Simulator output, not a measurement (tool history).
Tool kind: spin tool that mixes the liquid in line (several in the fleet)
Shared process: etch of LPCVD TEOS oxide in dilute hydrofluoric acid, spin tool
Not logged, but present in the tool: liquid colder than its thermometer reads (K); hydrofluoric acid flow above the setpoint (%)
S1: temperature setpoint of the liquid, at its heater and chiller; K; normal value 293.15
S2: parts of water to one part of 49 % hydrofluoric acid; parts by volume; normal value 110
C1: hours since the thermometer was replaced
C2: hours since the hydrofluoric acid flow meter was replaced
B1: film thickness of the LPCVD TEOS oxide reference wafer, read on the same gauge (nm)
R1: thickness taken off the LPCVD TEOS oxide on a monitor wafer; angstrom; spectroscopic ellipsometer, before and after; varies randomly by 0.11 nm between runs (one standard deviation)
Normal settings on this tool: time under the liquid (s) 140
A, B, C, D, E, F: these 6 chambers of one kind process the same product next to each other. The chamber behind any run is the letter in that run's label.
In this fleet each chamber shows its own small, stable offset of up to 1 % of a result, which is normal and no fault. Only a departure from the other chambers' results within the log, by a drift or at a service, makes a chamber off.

{"run": "1D", "hour": 9.0, "S1": 293.15, "S2": 110, "time under the liquid (s)": 140, "C1": 909.7, "C2": 1518.3, "B1": 70.011, "R1": 179.33}
{"run": "2C", "hour": 16.6, "S1": 293.15, "S2": 110, "time under the liquid (s)": 140, "C1": 2175.6, "C2": 1889.7, "B1": 69.986, "R1": 179.55}
{"run": "3F", "hour": 25.0, "S1": 293.15, "S2": 110, "time under the liquid (s)": 140, "C1": 786.4, "C2": 213.3, "B1": 69.993, "R1": 178.78}
{"run": "4B", "hour": 31.0, "S1": 293.15, "S2": 110, "time under the liquid (s)": 140, "C1": 242.7, "C2": 651.9, "B1": 69.978, "R1": 179.92}
{"run": "5E", "hour": 38.4, "S1": 293.15, "S2": 110, "time under the liquid (s)": 140, "C1": 287.4, "C2": 68.5, "B1": 69.982, "R1": 182.77}
{"run": "6A", "hour": 43.5, "S1": 293.15, "S2": 110, "time under the liquid (s)": 140, "C1": 498.6, "C2": 272.1, "B1": 69.988, "R1": 180.46}
{"run": "7F", "hour": 53.5, "S1": 293.15, "S2": 110, "time under the liquid (s)": 140, "C1": 814.9, "C2": 241.8, "B1": 70.009, "R1": 181.81}
{"run": "8D", "hour": 62.2, "S1": 293.15, "S2": 110, "time under the liquid (s)": 140, "C1": 962.9, "C2": 1571.5, "B1": 70.029, "R1": 178.56}
{"run": "9E", "hour": 69.7, "S1": 293.15, "S2": 110, "time under the liquid (s)": 140, "C1": 318.7, "C2": 99.8, "B1": 70.015, "R1": 181.89}
{"run": "10C", "hour": 74.8, "S1": 293.15, "S2": 85, "time under the liquid (s)": 140, "C1": 2233.8, "C2": 1947.9, "B1": 70.012, "R1": 242.28}
{"run": "11A", "hour": 83.0, "S1": 293.15, "S2": 85, "time under the liquid (s)": 140, "C1": 538.1, "C2": 311.6, "B1": 70.011, "R1": 237.97}
{"run": "12B", "hour": 89.4, "S1": 293.15, "S2": 85, "time under the liquid (s)": 140, "C1": 301.1, "C2": 710.3, "B1": 69.986, "R1": 241.31}
{"run": "13E", "hour": 100.2, "S1": 293.15, "S2": 85, "time under the liquid (s)": 140, "C1": 349.2, "C2": 130.3, "B1": 70.015, "R1": 240.5}
{"run": "14C", "hour": 106.1, "S1": 293.15, "S2": 85, "time under the liquid (s)": 140, "C1": 2265.1, "C2": 1979.2, "B1": 70.002, "R1": 241.62}
{"run": "15B", "hour": 113.3, "S1": 293.15, "S2": 85, "time under the liquid (s)": 140, "C1": 325, "C2": 734.2, "B1": 70.003, "R1": 237.41}
{"run": "16F", "hour": 122.4, "S1": 293.15, "S2": 110, "time under the liquid (s)": 140, "C1": 883.8, "C2": 310.7, "B1": 70.005, "R1": 181.08}
{"run": "17A", "hour": 129.6, "S1": 293.15, "S2": 110, "time under the liquid (s)": 140, "C1": 584.7, "C2": 358.2, "B1": 70.004, "R1": 181.08}
{"run": "18D", "hour": 136.6, "S1": 293.15, "S2": 110, "time under the liquid (s)": 140, "C1": 1037.3, "C2": 1645.9, "B1": 69.993, "R1": 180.02}
{"hour": 137.1, "done": "chamber C: hydrofluoric acid flow meter replaced"}
{"run": "19F", "hour": 146.7, "S1": 293.15, "S2": 110, "time under the liquid (s)": 140, "C1": 908.1, "C2": 335, "B1": 70.022, "R1": 179.12}
{"run": "20C", "hour": 156.7, "S1": 293.15, "S2": 110, "time under the liquid (s)": 140, "C1": 2315.7, "C2": 19.6, "B1": 70.005, "R1": 180.42}
{"run": "21A", "hour": 166.4, "S1": 293.15, "S2": 110, "time under the liquid (s)": 140, "C1": 621.5, "C2": 395, "B1": 69.976, "R1": 178.34}
{"hour": 169.7, "done": "chamber D: hydrofluoric acid flow meter replaced"}
{"run": "22B", "hour": 173.1, "S1": 293.15, "S2": 75, "time under the liquid (s)": 95, "C1": 384.8, "C2": 794, "B1": 69.992, "R1": 183.12}
{"run": "23E", "hour": 182.8, "S1": 293.15, "S2": 75, "time under the liquid (s)": 95, "C1": 431.8, "C2": 212.9, "B1": 69.989, "R1": 187.12}
{"run": "24D", "hour": 193.0, "S1": 293.15, "S2": 75, "time under the liquid (s)": 95, "C1": 1093.7, "C2": 23.3, "B1": 70.019, "R1": 188}
{"run": "25D", "hour": 201.8, "S1": 293.15, "S2": 75, "time under the liquid (s)": 95, "C1": 1102.5, "C2": 32.1, "B1": 69.981, "R1": 186.9}
{"run": "26B", "hour": 209.1, "S1": 293.15, "S2": 75, "time under the liquid (s)": 95, "C1": 420.8, "C2": 830, "B1": 69.989, "R1": 176.13}
{"run": "27C", "hour": 217.3, "S1": 293.15, "S2": 75, "time under the liquid (s)": 95, "C1": 2376.3, "C2": 80.2, "B1": 70, "R1": 187.39}
{"run": "28F", "hour": 227.3, "S1": 293.15, "S2": 110, "time under the liquid (s)": 140, "C1": 988.7, "C2": 415.6, "B1": 69.991, "R1": 179.33}
{"run": "29A", "hour": 237.5, "S1": 293.15, "S2": 110, "time under the liquid (s)": 140, "C1": 692.6, "C2": 466.1, "B1": 70.019, "R1": 180.58}
{"hour": 244.3, "done": "chamber A: thermometer replaced"}
{"run": "30E", "hour": 244.7, "S1": 293.15, "S2": 110, "time under the liquid (s)": 140, "C1": 493.7, "C2": 274.8, "B1": 69.993, "R1": 180.33}
{"run": "31B", "hour": 251.4, "S1": 293.15, "S2": 110, "time under the liquid (s)": 140, "C1": 463.1, "C2": 872.3, "B1": 70.006, "R1": 170.17}
{"run": "32D", "hour": 258.6, "S1": 293.15, "S2": 110, "time under the liquid (s)": 140, "C1": 1159.3, "C2": 88.9, "B1": 70.031, "R1": 180.96}
{"run": "33E", "hour": 264.8, "S1": 293.15, "S2": 110, "time under the liquid (s)": 140, "C1": 513.8, "C2": 294.9, "B1": 70.001, "R1": 180.91}
{"run": "34F", "hour": 273.0, "S1": 293.15, "S2": 110, "time under the liquid (s)": 140, "C1": 1034.4, "C2": 461.3, "B1": 69.982, "R1": 181.18}
{"run": "35A", "hour": 283.4, "S1": 293.15, "S2": 110, "time under the liquid (s)": 140, "C1": 39.2, "C2": 512, "B1": 69.951, "R1": 179.95}
{"run": "36C", "hour": 292.9, "S1": 293.15, "S2": 110, "time under the liquid (s)": 140, "C1": 2451.9, "C2": 155.8, "B1": 69.991, "R1": 180.62}
{"run": "37A", "hour": 297.9, "S1": 293.15, "S2": 110, "time under the liquid (s)": 140, "C1": 53.7, "C2": 526.5, "B1": 69.997, "R1": 181.35}

Does one chamber stand apart from the rest, does the shared gauge drift, or is all well apart from small per-chamber offsets? Give the chamber and the most likely cause, where there is one.

It is chamber B that slowly wanders off from its peers.
What lies behind it: liquid colder than its thermometer reads (K) = 1.98.
It could be hard to tell apart here from: hydrofluoric acid flow below the setpoint (%).

Which of the 4 candidates below, each the usual settings with something changed and its results left as question marks, puts chamber B back in line with what the other chambers give on the usual settings?
In-line tolerance around the mean of the other chambers on the usual settings: R1 4 angstrom
{"run": "38B-1", "hour": 305.8, "S1": 295.15, "S2": 110, "time under the liquid (s)": 140, "R1": "?"}
{"run": "38B-2", "hour": 305.8, "S1": 293.15, "S2": 110, "time under the liquid (s)": 135, "R1": "?"}
{"run": "38B-3", "hour": 305.8, "S1": 291.15, "S2": 110, "time under the liquid (s)": 140, "R1": "?"}
{"run": "38B-4", "hour": 305.8, "S1": 293.15, "S2": 110, "time under the liquid (s)": 145, "R1": "?"}

The other chambers' mean on the usual settings: R1 180.73 angstrom
run=38B-1 R1=181.29
run=38B-2 R1=160.8
run=38B-3 R1=153.15
run=38B-4 R1=172.71
38B-1 brings the chamber back in line.
